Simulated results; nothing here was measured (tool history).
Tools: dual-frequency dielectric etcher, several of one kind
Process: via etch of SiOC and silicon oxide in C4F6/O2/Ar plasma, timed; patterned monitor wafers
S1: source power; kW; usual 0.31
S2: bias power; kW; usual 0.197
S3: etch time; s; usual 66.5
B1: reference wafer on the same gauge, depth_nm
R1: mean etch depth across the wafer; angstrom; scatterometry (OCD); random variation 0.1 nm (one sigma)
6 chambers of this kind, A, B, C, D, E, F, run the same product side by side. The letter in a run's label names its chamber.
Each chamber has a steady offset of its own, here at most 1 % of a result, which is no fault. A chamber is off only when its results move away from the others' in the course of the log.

{"run": "1B", "day": 0.242, "S1": 0.31, "S2": 0.197, "S3": 66.5, "B1": 74.797, "R1": 703.68}
{"run": "2F", "day": 0.596, "S1": 0.31, "S2": 0.197, "S3": 66.5, "B1": 74.82, "R1": 706.96}
{"run": "3C", "day": 1.017, "S1": 0.31, "S2": 0.197, "S3": 66.5, "B1": 74.831, "R1": 693.78}
{"run": "4D", "day": 1.425, "S1": 0.31, "S2": 0.197, "S3": 66.5, "B1": 74.835, "R1": 706.93}
{"run": "5E", "day": 1.642, "S1": 0.31, "S2": 0.197, "S3": 66.5, "B1": 74.859, "R1": 698.48}
{"run": "6A", "day": 2.1, "S1": 0.31, "S2": 0.197, "S3": 85, "B1": 74.841, "R1": 898.87}
{"run": "7B", "day": 2.317, "S1": 0.31, "S2": 0.197, "S3": 85, "B1": 74.888, "R1": 903}
{"run": "8A", "day": 2.75, "S1": 0.31, "S2": 0.197, "S3": 85, "B1": 74.872, "R1": 899.84}
{"day": 2.879, "done": "chamber D: wet clean of the chamber"}
{"day": 3.004, "done": "chamber A: wet clean of the chamber"}
{"run": "9E", "day": 3.154, "S1": 0.31, "S2": 0.197, "S3": 85, "B1": 74.893, "R1": 893.76}
{"run": "10D", "day": 3.533, "S1": 0.31, "S2": 0.197, "S3": 85, "B1": 74.951, "R1": 903.07}
{"day": 3.675, "done": "chamber B: wet clean of the chamber"}
{"run": "11C", "day": 3.742, "S1": 0.31, "S2": 0.197, "S3": 85, "B1": 74.933, "R1": 889.2}
{"run": "12F", "day": 4.029, "S1": 0.31, "S2": 0.164, "S3": 66.5, "B1": 74.931, "R1": 664.63}
{"day": 4.262, "done": "chamber C: bias power generator calibrated"}
{"day": 4.333, "done": "chamber D: bias power generator calibrated"}
{"run": "13C", "day": 4.429, "S1": 0.31, "S2": 0.164, "S3": 66.5, "B1": 74.929, "R1": 655.26}
{"run": "14D", "day": 4.833, "S1": 0.31, "S2": 0.164, "S3": 66.5, "B1": 74.974, "R1": 666.23}
{"run": "15A", "day": 5.217, "S1": 0.31, "S2": 0.164, "S3": 66.5, "B1": 74.944, "R1": 663.72}
{"run": "16E", "day": 5.554, "S1": 0.31, "S2": 0.164, "S3": 66.5, "B1": 74.978, "R1": 658.39}
{"run": "17F", "day": 6.0, "S1": 0.31, "S2": 0.164, "S3": 66.5, "B1": 75.016, "R1": 666.64}
{"run": "18B", "day": 6.204, "S1": 0.31, "S2": 0.197, "S3": 66.5, "B1": 74.978, "R1": 709.15}
{"day": 6.575, "done": "chamber E: wet clean of the chamber"}
{"run": "19F", "day": 6.592, "S1": 0.31, "S2": 0.197, "S3": 66.5, "B1": 74.987, "R1": 708.34}
{"run": "20D", "day": 6.829, "S1": 0.31, "S2": 0.197, "S3": 66.5, "B1": 75.002, "R1": 707.28}
{"run": "21E", "day": 7.121, "S1": 0.31, "S2": 0.197, "S3": 66.5, "B1": 75.031, "R1": 700.3}
{"run": "22B", "day": 7.471, "S1": 0.31, "S2": 0.197, "S3": 66.5, "B1": 75.036, "R1": 710}
{"run": "23C", "day": 7.796, "S1": 0.31, "S2": 0.156, "S3": 66.5, "B1": 75.065, "R1": 646.4}
{"run": "24A", "day": 8.088, "S1": 0.31, "S2": 0.156, "S3": 66.5, "B1": 75.071, "R1": 655.55}
{"run": "25D", "day": 8.433, "S1": 0.31, "S2": 0.156, "S3": 66.5, "B1": 75.053, "R1": 655.24}
{"run": "26B", "day": 8.767, "S1": 0.31, "S2": 0.156, "S3": 66.5, "B1": 75.098, "R1": 656.07}
{"run": "27E", "day": 9.079, "S1": 0.31, "S2": 0.156, "S3": 66.5, "B1": 75.088, "R1": 646.87}
{"run": "28C", "day": 9.429, "S1": 0.31, "S2": 0.156, "S3": 66.5, "B1": 75.085, "R1": 645.86}
{"run": "29A", "day": 9.671, "S1": 0.31, "S2": 0.197, "S3": 66.5, "B1": 75.092, "R1": 703.79}
{"run": "30F", "day": 9.996, "S1": 0.31, "S2": 0.197, "S3": 66.5, "B1": 75.134, "R1": 712.26}
{"run": "31C", "day": 10.279, "S1": 0.31, "S2": 0.197, "S3": 66.5, "B1": 75.131, "R1": 698.36}
{"run": "32E", "day": 10.721, "S1": 0.31, "S2": 0.197, "S3": 66.5, "B1": 75.147, "R1": 702.69}
{"run": "33D", "day": 11.088, "S1": 0.24, "S2": 0.197, "S3": 53.5, "B1": 75.14, "R1": 517.13}
{"run": "34A", "day": 11.404, "S1": 0.24, "S2": 0.197, "S3": 53.5, "B1": 75.178, "R1": 515.31}
{"run": "35B", "day": 11.604, "S1": 0.24, "S2": 0.197, "S3": 53.5, "B1": 75.183, "R1": 515.7}
{"run": "36F", "day": 11.908, "S1": 0.24, "S2": 0.197, "S3": 53.5, "B1": 75.212, "R1": 518.55}
{"run": "37C", "day": 12.225, "S1": 0.24, "S2": 0.197, "S3": 53.5, "B1": 75.214, "R1": 508.88}
{"run": "38B", "day": 12.579, "S1": 0.24, "S2": 0.197, "S3": 53.5, "B1": 75.202, "R1": 516.67}
{"run": "39E", "day": 12.9, "S1": 0.37, "S2": 0.181, "S3": 66.5, "B1": 75.209, "R1": 731.14}
{"run": "40A", "day": 13.142, "S1": 0.37, "S2": 0.181, "S3": 66.5, "B1": 75.235, "R1": 737.88}

What goes on in this fleet: one chamber off, a drifting gauge, or nothing beyond the chambers' own small offsets? Name the chamber and the cause, if any.

The gauge drifts, so all chambers seem to drift together. No chamber is off.
Cause: gauge reads high (%) = 0.589.
